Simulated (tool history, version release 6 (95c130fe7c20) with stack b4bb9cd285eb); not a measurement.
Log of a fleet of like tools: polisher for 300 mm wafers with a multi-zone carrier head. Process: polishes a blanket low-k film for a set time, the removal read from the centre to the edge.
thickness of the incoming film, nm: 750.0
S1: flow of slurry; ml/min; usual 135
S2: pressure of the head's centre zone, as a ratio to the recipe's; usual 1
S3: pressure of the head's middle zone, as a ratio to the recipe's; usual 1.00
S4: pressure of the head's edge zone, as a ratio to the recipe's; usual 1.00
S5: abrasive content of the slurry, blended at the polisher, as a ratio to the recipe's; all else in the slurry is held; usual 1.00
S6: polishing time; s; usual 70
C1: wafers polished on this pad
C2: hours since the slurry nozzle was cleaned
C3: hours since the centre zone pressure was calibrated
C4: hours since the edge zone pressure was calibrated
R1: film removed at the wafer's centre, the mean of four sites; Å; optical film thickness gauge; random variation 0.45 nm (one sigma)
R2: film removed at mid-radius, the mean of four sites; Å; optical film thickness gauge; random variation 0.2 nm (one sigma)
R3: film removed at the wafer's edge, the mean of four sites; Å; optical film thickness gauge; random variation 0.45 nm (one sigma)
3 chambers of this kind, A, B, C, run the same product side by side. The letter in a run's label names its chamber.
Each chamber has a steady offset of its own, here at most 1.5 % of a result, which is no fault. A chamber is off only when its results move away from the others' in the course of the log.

run	hour	S1	S2	S3	S4	S5	S6	C1	C2	C3	C4	R1	R2	R3
# hour 0.5: chamber A: worn pad replaced by a new one
1B	5.2	135	1	1.00	1.00	1.00	70	83	462.4	858.9	190.1	326.63	327.52	322.96
2A	11.6	135	1	1.00	1.00	1.00	70	83	562.2	279.2	840.5	320.41	325.92	326.27
3C	21.2	135	1	1.00	1.00	1.00	70	1250	319.6	446.0	895.5	333.63	327.82	324.11
4B	30.5	135	1	1.00	1.00	1.00	70	272	487.7	884.2	215.4	322.77	326.03	323.08
5A	37.4	135	1	1.00	1.00	1.00	70	275	588.0	305.0	866.3	311.97	322.75	324.96
6C	45.2	135	1	1.00	1.00	1.00	70	1429	343.6	470.0	919.5	322.17	325.55	317.74
7C	56.1	135	1	1.00	1.00	1.00	70	1510	354.5	480.9	930.4	322.59	324.04	317.48
# hour 59.2: chamber C: worn pad replaced by a new one
8B	61.2	135	1	1.09	1.00	1.00	70	500	518.4	914.9	246.1	318.81	352.43	318.20
9A	69.2	135	1	1.09	1.00	1.00	70	512	619.8	336.8	898.1	325.89	351.63	326.61
10C	75.1	135	1	1.09	1.00	1.00	70	118	373.5	499.9	949.4	322.56	350.70	320.83
11B	80.6	135	1	1.00	1.00	1.00	70	645	537.8	934.3	265.5	319.59	325.69	319.85
12A	90.7	135	1	1.00	1.00	1.00	70	672	641.3	358.3	919.6	313.80	322.83	323.36
# hour 96.8: chamber B: worn pad replaced by a new one
13A	98.8	135	1	1.00	1.00	1.00	70	733	649.4	366.4	927.7	325.73	324.82	320.52
14B	105.0	135	1	1.00	1.00	1.00	70	61	562.2	958.7	289.9	315.62	316.88	321.35
# hour 108.0: chamber A: worn pad replaced by a new one
15C	116.2	135	1	1.00	1.00	1.00	70	424	414.6	541.0	990.5	324.14	326.65	328.27
16B	124.4	135	1	1.00	1.00	1.00	70	206	581.6	978.1	309.3	311.97	316.42	309.77
17C	134.1	135	1	1.00	1.00	1.00	70	558	432.5	558.9	1008.4	328.12	325.08	322.01
18A	144.5	135	1	1.00	1.08	1.25	70	272	695.1	412.1	973.4	355.57	356.14	366.78
19C	151.5	135	1	1.00	1.08	1.25	70	688	449.9	576.3	1025.8	357.80	360.41	374.98
20A	160.5	135	1	1.00	1.08	1.25	70	391	711.1	428.1	989.4	346.91	357.93	370.26
21B	165.9	135	1	1.00	1.00	1.00	70	515	623.1	1019.6	350.8	304.18	313.47	309.92
# hour 173.0: chamber B: centre zone pressure recalibrated
22B	176.7	135	1	1.00	1.00	1.00	70	596	633.9	3.8	361.6	304.78	311.44	313.27
23A	184.8	135	1	1.00	1.00	1.00	70	572	735.4	452.4	1013.7	320.27	323.52	330.74
# hour 186.9: chamber B: worn pad replaced by a new one
24C	193.9	135	1	1.00	1.00	1.00	70	1004	492.3	618.7	1068.2	323.72	323.08	316.78
25B	199.7	135	1	1.00	1.00	1.00	70	95	656.9	26.8	384.6	301.80	310.80	308.57
26C	205.7	135	1	1.00	1.00	1.00	70	1092	504.1	630.5	1080.0	330.82	326.65	321.99
27A	215.0	135	1	1.00	0.95	1.00	70	797	765.6	482.6	1043.9	318.87	318.81	318.02
28C	224.8	135	1	1.00	0.95	1.00	70	1234	523.2	649.6	1099.1	322.54	329.77	322.20
# hour 228.7: chamber A: worn pad replaced by a new one
29B	235.9	135	1	1.00	0.95	1.00	70	365	693.1	63.0	420.8	285.13	303.95	295.42
# hour 237.9: chamber A: centre zone pressure recalibrated
30A	241.6	135	1	1.00	1.00	1.00	70	96	792.2	3.8	1070.5	312.79	321.59	320.68
31B	252.4	135	1	1.00	1.00	1.00	70	488	709.6	79.5	437.3	295.96	300.75	310.05

Next, every chamber runs the same settings. What will each give?
32A	260.5	135	1	1.00	1.09	1.00	70					?	?	?
32B	260.5	135	1	1.00	1.09	1.00	70					?	?	?
32C	260.5	135	1	1.00	1.09	1.00	70					?	?	?

run	R1	R2	R3
32A	324.38	317.98	341.17
32B	294.42	298.52	319.23
32C	320.67	324.54	332.60

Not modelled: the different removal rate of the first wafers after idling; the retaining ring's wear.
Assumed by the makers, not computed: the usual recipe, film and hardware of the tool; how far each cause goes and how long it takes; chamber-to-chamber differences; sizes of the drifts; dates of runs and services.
